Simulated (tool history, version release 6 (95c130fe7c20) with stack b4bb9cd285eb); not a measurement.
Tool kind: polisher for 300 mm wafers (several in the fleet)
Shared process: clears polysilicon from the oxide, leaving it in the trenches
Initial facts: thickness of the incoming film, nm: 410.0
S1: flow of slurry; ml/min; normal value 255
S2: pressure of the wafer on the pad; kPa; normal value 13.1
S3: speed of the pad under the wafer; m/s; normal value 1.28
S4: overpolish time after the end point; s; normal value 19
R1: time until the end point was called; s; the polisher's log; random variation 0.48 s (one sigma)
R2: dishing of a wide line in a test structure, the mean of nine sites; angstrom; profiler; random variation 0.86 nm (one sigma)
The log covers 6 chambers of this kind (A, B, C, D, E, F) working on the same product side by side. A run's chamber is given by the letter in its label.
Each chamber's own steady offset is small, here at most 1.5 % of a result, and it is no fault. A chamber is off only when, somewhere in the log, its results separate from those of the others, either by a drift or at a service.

Run 1D, hour 12.5: usual settings. Result: R1 33.038 s, R2 803.28 angstrom.
At hour 12.6: chamber C: worn pad replaced by a new one.
At hour 15.7: chamber E: worn pad replaced by a new one.
At hour 17.7: chamber D: worn pad replaced by a new one.
Run 2A, hour 19.9: usual settings. Result: R1 32.207 s, R2 819.22 angstrom.
Run 3F, hour 32.8: usual settings. Result: R1 33.478 s, R2 825.67 angstrom.
At hour 35.6: chamber B: worn pad replaced by a new one.
At hour 36.1: chamber A: worn pad replaced by a new one.
Run 4B, hour 42.2: usual settings. Result: R1 33.581 s, R2 816.26 angstrom.
Run 5E, hour 53.7: usual settings but S4 29 s. Result: R1 32.36 s, R2 846.48 angstrom.
Run 6C, hour 68.1: usual settings but S4 29 s. Result: R1 32.999 s, R2 850.13 angstrom.
At hour 68.3: chamber E: head pressure recalibrated.
Run 7C, hour 77.1: usual settings but S4 29 s. Result: R1 33.219 s, R2 855.01 angstrom.
At hour 84.4: chamber C: worn pad replaced by a new one.
Run 8A, hour 86.5: usual settings but S4 29 s. Result: R1 33.345 s, R2 847.66 angstrom.
Run 9E, hour 98.4: usual settings but S4 29 s. Result: R1 32.807 s, R2 835.38 angstrom.
At hour 105.5: chamber E: worn pad replaced by a new one.
At hour 108: chamber A: worn pad replaced by a new one.
Run 10B, hour 108.5: usual settings but S4 29 s. Result: R1 32.826 s, R2 864.95 angstrom.
Run 11F, hour 119.1: usual settings. Result: R1 33.349 s, R2 818.5 angstrom.
At hour 123.4: chamber F: worn pad replaced by a new one.
Run 12D, hour 128.1: usual settings. Result: R1 33.717 s, R2 814.64 angstrom.
At hour 128.2: chamber B: worn pad replaced by a new one.
At hour 129.2: chamber D: worn pad replaced by a new one.
Run 13F, hour 135.3: usual settings. Result: R1 32.984 s, R2 781.49 angstrom.
Run 14E, hour 148.2: usual settings. Result: R1 32.678 s, R2 823.14 angstrom.
Run 15B, hour 155: usual settings. Result: R1 33.188 s, R2 806.8 angstrom.
Run 16D, hour 162.7: usual settings. Result: R1 32.432 s, R2 821.87 angstrom.
At hour 164.5: chamber C: slurry nozzle cleaned.
At hour 166: chamber C: worn pad replaced by a new one.
At hour 167.4: chamber B: head pressure recalibrated.
Run 17C, hour 171.1: usual settings but S4 8 s. Result: R1 32.807 s, R2 582.98 angstrom.
Run 18A, hour 179: usual settings but S4 8 s. Result: R1 32.171 s, R2 585.08 angstrom.
At hour 187.8: chamber E: worn pad replaced by a new one.
Run 19E, hour 192: usual settings but S4 8 s. Result: R1 32.579 s, R2 585.43 angstrom.
At hour 196.7: chamber A: worn pad replaced by a new one.
Run 20A, hour 205.1: usual settings but S4 8 s. Result: R1 33.78 s, R2 582.44 angstrom.
Run 21C, hour 216.4: usual settings but S4 8 s. Result: R1 33.088 s, R2 579.61 angstrom.
At hour 220.7: chamber D: worn pad replaced by a new one.
At hour 220.9: chamber B: worn pad replaced by a new one.
At hour 222.7: chamber A: slurry nozzle cleaned.
Run 22F, hour 227.7: usual settings but S4 8 s. Result: R1 32.444 s, R2 577.27 angstrom.
At hour 228.7: chamber F: slurry nozzle cleaned.
Run 23D, hour 234.5: usual settings but S1 325 ml/min. Result: R1 33.151 s, R2 829.32 angstrom.
At hour 244: chamber C: worn pad replaced by a new one.
Run 24B, hour 245.6: usual settings but S1 325 ml/min. Result: R1 29.504 s, R2 824.51 angstrom.
Run 25E, hour 253.7: usual settings but S1 325 ml/min. Result: R1 32.359 s, R2 815.75 angstrom.
At hour 258.6: chamber E: worn pad replaced by a new one.
At hour 258.8: chamber F: worn pad replaced by a new one.
Run 26B, hour 266.7: usual settings but S1 325 ml/min. Result: R1 29.479 s, R2 837.03 angstrom.
At hour 266.9: chamber E: slurry nozzle cleaned.
Run 27F, hour 276.6: usual settings but S1 325 ml/min. Result: R1 32.536 s, R2 816.29 angstrom.
Run 28A, hour 288.4: usual settings but S1 325 ml/min. Result: R1 31.687 s, R2 829.88 angstrom.
At hour 289.3: chamber A: worn pad replaced by a new one.
Run 29D, hour 298.6: usual settings. Result: R1 32.594 s, R2 813.92 angstrom.
At hour 306.7: chamber B: worn pad replaced by a new one.
Run 30C, hour 311: usual settings. Result: R1 33.052 s, R2 804.17 angstrom.
At hour 316.2: chamber D: worn pad replaced by a new one.
At hour 320.8: chamber C: worn pad replaced by a new one.
Run 31E, hour 321.1: usual settings. Result: R1 33.546 s, R2 802.37 angstrom.
Run 32C, hour 328.2: usual settings. Result: R1 32.75 s, R2 799.23 angstrom.
Run 33F, hour 341: usual settings. Result: R1 32.878 s, R2 807.86 angstrom.
Run 34B, hour 353.1: usual settings. Result: R1 31.091 s, R2 804.58 angstrom.
At hour 360.7: chamber A: worn pad replaced by a new one.
Run 35D, hour 368.4: usual settings. Result: R1 32.417 s, R2 813.81 angstrom.
At hour 376.8: chamber B: worn pad replaced by a new one.
Run 36A, hour 382.5: usual settings. Result: R1 32.774 s, R2 812.18 angstrom.
Run 37A, hour 390.1: usual settings. Result: R1 32.746 s, R2 800.04 angstrom.
At hour 397: chamber F: head pressure recalibrated.
Run 38F, hour 397.3: usual settings. Result: R1 32.156 s, R2 807.74 angstrom.
Run 39B, hour 405.6: usual settings. Result: R1 30.9 s, R2 824.4 angstrom.

All chambers now run identical settings, listed one chamber a line with results as question marks. What results will each chamber show?
Run 40A, hour 416.6: usual settings but S3 1.14 m/s. Result: R1 ?, R2 ?.
Run 40B, hour 416.6: usual settings but S3 1.14 m/s. Result: R1 ?, R2 ?.
Run 40C, hour 416.6: usual settings but S3 1.14 m/s. Result: R1 ?, R2 ?.
Run 40D, hour 416.6: usual settings but S3 1.14 m/s. Result: R1 ?, R2 ?.
Run 40E, hour 416.6: usual settings but S3 1.14 m/s. Result: R1 ?, R2 ?.
Run 40F, hour 416.6: usual settings but S3 1.14 m/s. Result: R1 ?, R2 ?.

run      R1      R2
40A  37.432  782.45
40B  34.568  814.11
40C  36.038  775.54
40D  36.608  785.39
40E  36.452  787.59
40F  36.441  789.78
